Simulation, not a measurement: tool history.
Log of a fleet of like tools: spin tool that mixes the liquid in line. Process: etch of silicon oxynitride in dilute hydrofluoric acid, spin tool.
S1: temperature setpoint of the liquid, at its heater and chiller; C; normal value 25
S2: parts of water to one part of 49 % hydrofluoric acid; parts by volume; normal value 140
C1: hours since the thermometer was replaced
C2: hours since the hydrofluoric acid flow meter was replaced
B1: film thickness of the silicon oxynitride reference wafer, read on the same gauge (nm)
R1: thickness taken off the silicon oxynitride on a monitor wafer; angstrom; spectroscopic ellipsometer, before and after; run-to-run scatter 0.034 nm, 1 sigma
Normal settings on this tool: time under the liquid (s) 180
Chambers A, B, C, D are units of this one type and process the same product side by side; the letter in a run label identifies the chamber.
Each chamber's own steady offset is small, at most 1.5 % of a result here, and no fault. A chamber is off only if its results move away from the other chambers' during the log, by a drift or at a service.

Run 1B, hour 6.5: usual settings; C1 690.6; C2 857.1; B1 80.004. Result: R1 18.549 angstrom.
Run 2A, hour 11.2: usual settings; C1 517.2; C2 1774.7; B1 80.001. Result: R1 19.055 angstrom.
Run 3D, hour 16.3: usual settings; C1 21.3; C2 1159.6; B1 80.034. Result: R1 18.829 angstrom.
Run 4C, hour 21.9: usual settings; C1 1676.4; C2 1350.3; B1 79.976. Result: R1 18.679 angstrom.
Run 5A, hour 26.4: usual settings; C1 532.4; C2 1789.9; B1 80.012. Result: R1 18.883 angstrom.
Run 6B, hour 32.7: usual settings; C1 716.8; C2 883.3; B1 79.987. Result: R1 18.549 angstrom.
Run 7C, hour 40.3: usual settings; C1 1694.8; C2 1368.7; B1 80.001. Result: R1 19.19 angstrom.
Run 8D, hour 45.5: usual settings; C1 50.5; C2 1188.8; B1 80.011. Result: R1 19.091 angstrom.
Run 9D, hour 53.7: usual settings but S1 23 C; C1 58.7; C2 1197; B1 80.018. Result: R1 17.697 angstrom.
At hour 57.1: chamber C: hydrofluoric acid flow meter replaced.
Run 10B, hour 60: usual settings but S1 23 C; C1 744.1; C2 910.6; B1 80.025. Result: R1 16.623 angstrom.
Run 11A, hour 64.7: usual settings but S1 23 C; C1 570.7; C2 1828.2; B1 79.992. Result: R1 17.418 angstrom.
Run 12C, hour 73: usual settings but S1 23 C; C1 1727.5; C2 16; B1 80.001. Result: R1 16.827 angstrom.
Run 13B, hour 80.5: usual settings; C1 764.6; C2 931.1; B1 79.966. Result: R1 18.532 angstrom.
Run 14D, hour 85.2: usual settings; C1 90.2; C2 1228.5; B1 79.982. Result: R1 18.847 angstrom.
Run 15A, hour 92.7: usual settings but S1 20.5 C, time under the liquid (s) 225; C1 598.7; C2 1856.2; B1 80.001. Result: R1 18.489 angstrom.
Run 16C, hour 96.9: usual settings but S1 20.5 C, time under the liquid (s) 225; C1 1751.4; C2 39.9; B1 79.984. Result: R1 19.337 angstrom.
Run 17D, hour 104.9: usual settings but S1 20.5 C, time under the liquid (s) 225; C1 109.9; C2 1248.2; B1 80.009. Result: R1 18.94 angstrom.
Run 18B, hour 112.7: usual settings but S1 20.5 C, time under the liquid (s) 225; C1 796.8; C2 963.3; B1 80.001. Result: R1 19.324 angstrom.
At hour 115.7: chamber D: hydrofluoric acid flow meter replaced.
Run 19C, hour 117.3: usual settings; C1 1771.8; C2 60.3; B1 79.992. Result: R1 18.623 angstrom.
Run 20A, hour 126.2: usual settings; C1 632.2; C2 1889.7; B1 79.984. Result: R1 17.749 angstrom.
Run 21B, hour 133.7: usual settings; C1 817.8; C2 984.3; B1 80.022. Result: R1 18.365 angstrom.
Run 22C, hour 138.2: usual settings but time under the liquid (s) 125; C1 1792.7; C2 81.2; B1 80.003. Result: R1 12.858 angstrom.
Run 23D, hour 142.5: usual settings but time under the liquid (s) 125; C1 147.5; C2 26.8; B1 80.007. Result: R1 13.398 angstrom.
Run 24A, hour 146.8: usual settings but time under the liquid (s) 125; C1 652.8; C2 1910.3; B1 80.011. Result: R1 11.766 angstrom.
Run 25C, hour 151: usual settings but time under the liquid (s) 125; C1 1805.5; C2 94; B1 79.988. Result: R1 12.556 angstrom.
Run 26D, hour 157.7: usual settings; C1 162.7; C2 42; B1 79.996. Result: R1 19.376 angstrom.
Run 27A, hour 166.5: usual settings; C1 672.5; C2 1930; B1 79.994. Result: R1 16.611 angstrom.
Run 28B, hour 172.9: usual settings; C1 857; C2 1023.5; B1 79.989. Result: R1 18.661 angstrom.
Run 29D, hour 178.4: usual settings but S1 23.5 C, S2 160 parts by volume; C1 183.4; C2 62.7; B1 80.017. Result: R1 15.455 angstrom.
Run 30B, hour 182.6: usual settings but S1 23.5 C, S2 160 parts by volume; C1 866.7; C2 1033.2; B1 79.971. Result: R1 14.538 angstrom.

Is one chamber out of step, is the gauge drifting, or do the chambers differ by no more than their own small offsets? For an off chamber, give its letter and the likeliest cause.

One chamber, A, drifts off from the rest bit by bit.
What lies behind it: liquid colder than its thermometer reads (K) = 2.65.
From this log alone, it may not be told apart from: hydrofluoric acid flow below the setpoint (%).

Chamber A could run next with any of the 4 candidate recipes listed below; each alters the usual settings, and their results appear as question marks. Which one brings its results back in line with what the other chambers deliver on the usual settings?
In line here means within this much of the mean the other chambers give on the usual settings: R1 1.2 angstrom
Run 31A-1, hour 189.1: usual settings but S1 20 C. Result: R1 ?.
Run 31A-2, hour 189.1: usual settings but S1 25.5 C, S2 115 parts by volume. Result: R1 ?.
Run 31A-3, hour 189.1: usual settings but S1 27.5 C. Result: R1 ?.
Run 31A-4, hour 189.1: usual settings but time under the liquid (s) 160. Result: R1 ?.

What the other chambers average on the usual settings: R1 18.819 angstrom
  run      R1
31A-1  13.214
31A-2  21.449
31A-3  18.921
31A-4  14.959
31A-3 brings the chamber back in line.
